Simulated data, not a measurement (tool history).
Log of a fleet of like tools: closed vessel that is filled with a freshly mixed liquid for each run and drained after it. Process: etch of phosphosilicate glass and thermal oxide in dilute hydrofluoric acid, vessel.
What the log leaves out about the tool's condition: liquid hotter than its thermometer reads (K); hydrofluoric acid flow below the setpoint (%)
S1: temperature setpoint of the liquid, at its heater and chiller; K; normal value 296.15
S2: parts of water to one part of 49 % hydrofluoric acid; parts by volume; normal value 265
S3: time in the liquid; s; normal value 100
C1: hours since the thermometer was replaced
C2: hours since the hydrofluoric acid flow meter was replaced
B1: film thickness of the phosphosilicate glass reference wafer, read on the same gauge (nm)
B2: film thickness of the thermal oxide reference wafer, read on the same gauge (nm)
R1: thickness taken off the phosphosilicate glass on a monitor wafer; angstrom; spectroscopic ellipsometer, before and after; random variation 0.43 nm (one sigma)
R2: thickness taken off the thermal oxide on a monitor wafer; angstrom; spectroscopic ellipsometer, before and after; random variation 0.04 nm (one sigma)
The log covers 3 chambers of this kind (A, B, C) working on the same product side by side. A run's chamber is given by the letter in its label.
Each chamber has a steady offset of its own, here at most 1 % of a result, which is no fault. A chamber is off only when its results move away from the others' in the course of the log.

run,hour,S1,S2,S3,C1,C2,B1,B2,R1,R2
1A,5.9,296.15,265,100,1818.5,732.8,109.99,60.009,523.28,14.4370
2C,14.6,296.15,265,100,477.2,191.4,110.04,59.958,511.68,15.1570
3B,20.1,296.15,265,100,836.6,2141.1,110.00,60.025,522.52,14.8300
4A,29.3,296.15,265,100,1841.9,756.2,110.00,59.993,524.66,14.8380
5C,34.1,296.15,265,100,496.7,210.9,110.01,60.026,518.96,15.7640
6B,41.3,296.15,265,100,857.8,2162.3,110.01,60.029,516.68,14.3020
# hour 41.4: chamber A: thermometer replaced
# hour 42.7: chamber B: hydrofluoric acid flow meter replaced
7A,50.1,296.15,265,100,8.8,777.0,110.00,60.018,527.04,14.8430
8B,57.9,299.65,265,150,874.4,15.2,109.96,60.022,884.45,24.8100
9C,65.4,299.65,265,150,528.0,242.2,110.01,60.041,881.98,25.2870
10C,69.6,299.65,265,150,532.2,246.4,109.99,59.961,868.84,25.6920
11A,73.6,296.15,265,100,32.3,800.5,110.02,60.056,523.34,15.0890
12B,78.7,296.15,265,100,895.2,36.0,110.00,59.960,527.28,14.6030
13B,85.6,296.15,265,100,902.1,42.9,109.99,59.999,528.15,14.2230
14A,94.5,296.15,265,100,53.2,821.4,109.99,60.013,523.43,15.0230
15C,103.3,296.15,265,100,565.9,280.1,109.98,59.977,515.86,14.8850
16A,110.9,293.65,140,100,69.6,837.8,109.99,59.987,1002.30,28.9130
17C,118.6,293.65,140,100,581.2,295.4,109.99,60.003,998.83,28.7070
18B,125.3,293.65,140,100,941.8,82.6,110.00,59.984,1010.60,29.3390
19A,132.4,296.15,265,100,91.1,859.3,109.98,60.005,509.80,15.1020
20B,137.9,296.15,265,100,954.4,95.2,110.00,60.015,524.44,15.6060
21C,146.1,296.15,265,100,608.7,322.9,110.02,59.989,520.10,14.7000
22A,151.4,296.15,265,100,110.1,878.3,110.00,59.985,524.63,14.7840
23B,157.4,296.15,265,100,973.9,114.7,109.99,59.999,524.98,13.8120
24C,162.4,296.15,265,100,625.0,339.2,109.99,59.985,520.57,14.6410
# hour 162.8: chamber B: thermometer replaced
25C,169.0,296.15,265,100,631.6,345.8,110.00,60.000,520.81,15.3720
26A,177.8,296.15,265,100,136.5,904.7,109.99,60.020,516.74,15.3260
27B,186.7,296.15,265,100,23.9,144.0,109.96,59.965,516.27,14.4270
28A,192.4,296.15,265,100,151.1,919.3,110.00,60.039,524.15,14.3770
29C,200.8,296.15,265,100,663.4,377.6,109.99,59.982,514.53,15.0360
30B,206.8,296.15,265,100,44.0,164.1,110.00,60.007,514.41,14.9050
31B,214.2,296.15,265,100,51.4,171.5,110.00,59.955,519.57,14.9520
32C,220.2,296.15,265,100,682.8,397.0,109.98,59.982,522.83,14.6200
33A,227.9,296.15,265,100,186.6,954.8,109.97,60.013,522.86,14.4150
34A,233.5,296.15,265,100,192.2,960.4,109.99,60.033,522.05,15.0260
35B,241.3,297.65,265,100,78.5,198.6,109.98,60.021,558.60,15.2880
36C,248.6,297.65,265,100,711.2,425.4,110.01,60.001,549.51,16.1940
37A,254.2,297.65,265,100,212.9,981.1,110.02,59.997,558.04,15.5310
38B,259.4,291.65,335,100,96.6,216.7,109.99,60.011,326.62,9.1121
39C,267.0,291.65,335,100,729.6,443.8,109.98,59.958,334.47,9.3321

Does one chamber stand apart from the rest, does the shared gauge drift, or is all well apart from small per-chamber offsets? Give the chamber and the most likely cause, where there is one.

No chamber stands off beyond its own small offset, and the gauge holds steady.
